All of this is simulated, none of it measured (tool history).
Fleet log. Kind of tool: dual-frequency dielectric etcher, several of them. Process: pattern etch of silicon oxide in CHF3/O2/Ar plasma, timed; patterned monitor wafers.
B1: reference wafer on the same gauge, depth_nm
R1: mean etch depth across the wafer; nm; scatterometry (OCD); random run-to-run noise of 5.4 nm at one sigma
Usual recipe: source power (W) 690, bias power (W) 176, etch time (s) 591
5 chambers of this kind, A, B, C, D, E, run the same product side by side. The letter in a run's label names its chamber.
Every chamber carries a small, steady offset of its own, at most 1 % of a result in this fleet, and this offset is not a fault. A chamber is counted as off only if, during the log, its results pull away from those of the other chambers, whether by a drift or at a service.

Run 1E, hour 3.1: usual settings; B1 1140.6. Result: R1 1217.4 nm.
Run 2A, hour 5.6: usual settings; B1 1138.5. Result: R1 1234.2 nm.
Run 3B, hour 8.1: usual settings; B1 1140.8. Result: R1 1228.3 nm.
Run 4C, hour 11.6: usual settings; B1 1140.5. Result: R1 1218.8 nm.
Run 5D, hour 14.1: usual settings; B1 1139.1. Result: R1 1220.3 nm.
Run 6C, hour 18: usual settings; B1 1139. Result: R1 1210.6 nm.
Run 7B, hour 20.9: usual settings; B1 1139.7. Result: R1 1226.6 nm.
Run 8E, hour 25.1: usual settings; B1 1140.3. Result: R1 1216 nm.
Run 9A, hour 29.2: usual settings; B1 1140. Result: R1 1234.2 nm.
Run 10D, hour 32.3: usual settings; B1 1139.1. Result: R1 1221.7 nm.
Run 11B, hour 35.9: usual settings; B1 1140.3. Result: R1 1222.8 nm.
Run 12A, hour 39.3: usual settings; B1 1140. Result: R1 1227.6 nm.
Run 13E, hour 43: usual settings but etch time (s) 532; B1 1139.2. Result: R1 1101.3 nm.
Run 14D, hour 48.3: usual settings but etch time (s) 532; B1 1139.7. Result: R1 1096.2 nm.
Run 15C, hour 52.1: usual settings but etch time (s) 532; B1 1140.1. Result: R1 1101.9 nm.
Run 16A, hour 57.5: usual settings but etch time (s) 532; B1 1138.9. Result: R1 1098.7 nm.
Run 17C, hour 62: usual settings but etch time (s) 532; B1 1139.6. Result: R1 1102.5 nm.
Run 18D, hour 64.6: usual settings; B1 1139.3. Result: R1 1213.3 nm.
Run 19B, hour 67.3: usual settings; B1 1140.3. Result: R1 1229.4 nm.
Run 20E, hour 71.4: usual settings; B1 1140.5. Result: R1 1218 nm.
Run 21E, hour 76.2: usual settings but etch time (s) 685.5; B1 1139.9. Result: R1 1399.7 nm.
Run 22B, hour 81.4: usual settings but etch time (s) 685.5; B1 1139.1. Result: R1 1426.7 nm.
Run 23A, hour 85.7: usual settings but etch time (s) 685.5; B1 1140.2. Result: R1 1423.9 nm.
Run 24C, hour 91.2: usual settings but etch time (s) 685.5; B1 1139.7. Result: R1 1402.5 nm.
At hour 92.8: chamber C: wet clean of the chamber.
Run 25D, hour 95.3: usual settings but etch time (s) 685.5; B1 1140.2. Result: R1 1419.3 nm.
Run 26B, hour 99.9: usual settings; B1 1139.6. Result: R1 1223.6 nm.
At hour 103: chamber B: wet clean of the chamber.
Run 27D, hour 103.2: usual settings; B1 1141.3. Result: R1 1221.9 nm.
Run 28E, hour 108.2: usual settings; B1 1140. Result: R1 1211.4 nm.
Run 29A, hour 111.2: usual settings; B1 1139.9. Result: R1 1222.5 nm.
Run 30C, hour 114.6: usual settings; B1 1141.5. Result: R1 1215.4 nm.
Run 31D, hour 119.1: usual settings but source power (W) 600, etch time (s) 697; B1 1140.7. Result: R1 1366.1 nm.
Run 32C, hour 123.3: usual settings but source power (W) 600, etch time (s) 697; B1 1139.8. Result: R1 1363.3 nm.
Run 33E, hour 128.8: usual settings but source power (W) 600, etch time (s) 697; B1 1138.6. Result: R1 1351.8 nm.
Run 34A, hour 132.7: usual settings but source power (W) 600, etch time (s) 697; B1 1139.8. Result: R1 1382.7 nm.
Run 35B, hour 136.2: usual settings but source power (W) 600, etch time (s) 697; B1 1139.6. Result: R1 1308.9 nm.
Run 36A, hour 139.9: usual settings but source power (W) 820, etch time (s) 763.5; B1 1140.1. Result: R1 1694.2 nm.
Run 37E, hour 144.3: usual settings but source power (W) 820, etch time (s) 763.5; B1 1139.7. Result: R1 1674.9 nm.
Run 38B, hour 148.3: usual settings but source power (W) 820, etch time (s) 763.5; B1 1140.8. Result: R1 1625.8 nm.
Run 39C, hour 153.4: usual settings but source power (W) 820, etch time (s) 763.5; B1 1139.9. Result: R1 1680.5 nm.
Run 40D, hour 158.3: usual settings but source power (W) 820, etch time (s) 763.5; B1 1139.7. Result: R1 1684.2 nm.
Run 41A, hour 163.6: usual settings; B1 1139.3. Result: R1 1226.1 nm.
Run 42E, hour 167.3: usual settings; B1 1140.7. Result: R1 1210 nm.
Run 43D, hour 171.9: usual settings; B1 1140. Result: R1 1220.9 nm.

Decide between three cases: one chamber stands off from its peers, the gauge reading all wafers drifts, or nothing is wrong past each chamber's small offset. Where a chamber is off, say which and what most likely put it there.

After it was serviced, chamber B no longer matches the other chambers.
Likeliest cause: etch rate under this chamber's usual, % = 3.64.

Below are 4 candidate recipes for chamber B's next run, each the usual settings with a change, their results shown as question marks. Which of them brings B's results back in line with what the other chambers give on the usual settings?
To be in line, a result may differ from the other chambers' mean on the usual settings by at most: R1 19 nm
Run 44B-1, hour 175.9: usual settings but source power (W) 680, bias power (W) 174, etch time (s) 559. Result: R1 ?.
Run 44B-2, hour 175.9: usual settings but source power (W) 680, etch time (s) 573.5. Result: R1 ?.
Run 44B-3, hour 175.9: usual settings but bias power (W) 177, etch time (s) 609. Result: R1 ?.
Run 44B-4, hour 175.9: usual settings but source power (W) 700, bias power (W) 178, etch time (s) 623. Result: R1 ?.

Other chambers, usual settings, mean: R1 1220.3 nm
  run      R1
44B-1  1106.1
44B-2  1139.1
44B-3  1218.6
44B-4  1255.7
With 44B-3, the chamber falls back in line with the rest.

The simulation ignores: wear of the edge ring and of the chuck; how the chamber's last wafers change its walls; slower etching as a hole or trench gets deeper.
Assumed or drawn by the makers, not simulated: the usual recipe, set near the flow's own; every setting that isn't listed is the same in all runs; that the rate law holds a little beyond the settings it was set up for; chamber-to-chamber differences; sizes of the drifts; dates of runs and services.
